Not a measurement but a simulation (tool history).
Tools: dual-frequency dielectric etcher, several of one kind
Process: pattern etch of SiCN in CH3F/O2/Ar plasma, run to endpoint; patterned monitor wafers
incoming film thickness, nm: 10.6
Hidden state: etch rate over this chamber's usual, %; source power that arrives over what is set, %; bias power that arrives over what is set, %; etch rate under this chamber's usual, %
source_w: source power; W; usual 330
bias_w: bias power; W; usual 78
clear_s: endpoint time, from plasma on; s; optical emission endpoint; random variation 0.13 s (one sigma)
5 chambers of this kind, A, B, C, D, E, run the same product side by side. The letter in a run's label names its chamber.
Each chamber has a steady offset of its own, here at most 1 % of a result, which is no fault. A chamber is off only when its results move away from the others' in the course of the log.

run	hour	source_w	bias_w	hours since the last wet clean	hours since the last source power generator calibration	hours since the last bias power generator calibration	clear_s
1B	3.9	330	78	471.5	321.6	311.0	29.474
2C	7.3	330	78	276.6	1991.7	1378.4	29.559
3E	9.9	330	78	120.5	1461.8	2200.6	29.529
4D	12.5	330	78	231.4	1526.8	1921.1	29.334
5A	17.0	330	78	66.5	421.5	3743.9	29.439
6A	20.9	330	78	70.4	425.4	3747.8	29.281
7E	24.5	330	78	135.1	1476.4	2215.2	29.521
8C	27.3	330	78	296.6	2011.7	1398.4	29.334
9B	30.5	330	78	498.1	348.2	337.6	29.465
10D	33.2	330	78	252.1	1547.5	1941.8	29.280
11D	35.9	290	71	254.8	1550.2	1944.5	31.801
12E	38.9	290	71	149.5	1490.8	2229.6	32.189
13A	43.7	290	71	93.2	448.2	3770.6	31.796
14C	48.3	290	71	317.6	2032.7	1419.4	31.663
15B	52.5	290	71	520.1	370.2	359.6	31.733
# hour 54.9: chamber B: wet clean of the chamber
16B	55.7	330	78	0.9	373.4	362.8	29.452
17E	58.9	330	78	169.5	1510.8	2249.6	29.714
18C	61.8	330	78	331.1	2046.2	1432.9	28.915
19D	64.3	330	78	283.2	1578.6	1972.9	29.562
20A	68.0	330	78	117.5	472.5	3794.9	29.515
21E	72.3	270	62	182.9	1524.2	2263.0	34.506
22B	74.8	270	62	20.0	392.5	381.9	34.344
23C	79.7	270	62	349.0	2064.1	1450.8	33.772
24D	82.8	270	62	301.7	1597.1	1991.4	34.366
25A	85.6	270	62	135.1	490.1	3812.5	34.575
26C	90.1	330	78	359.4	2074.5	1461.2	28.657
27E	94.1	260	60	204.7	1546.0	2284.8	35.804
28A	97.3	260	60	146.8	501.8	3824.2	35.300
29D	100.4	260	60	319.3	1614.7	2009.0	35.320
# hour 101.0: chamber D: wet clean of the chamber
30B	103.0	260	60	48.2	420.7	410.1	35.351
31A	106.0	260	60	155.5	510.5	3832.9	35.398
32E	109.6	330	78	220.2	1561.5	2300.3	29.764
33D	113.2	330	78	12.2	1627.5	2021.8	29.591
34C	117.7	330	78	387.0	2102.1	1488.8	28.301
35B	120.9	330	78	66.1	438.6	428.0	29.366
36B	125.2	330	78	70.4	442.9	432.3	29.246
37C	127.4	330	87	396.7	2111.8	1498.5	27.271
38A	130.0	330	87	179.5	534.5	3856.9	28.489

Next, every chamber runs the same settings. What will each give?
39A	133.5	330	78				?
39B	133.5	330	78				?
39C	133.5	330	78				?
39D	133.5	330	78				?
39E	133.5	330	78				?

run	clear_s
39A	29.491
39B	29.428
39C	28.230
39D	29.143
39E	29.538
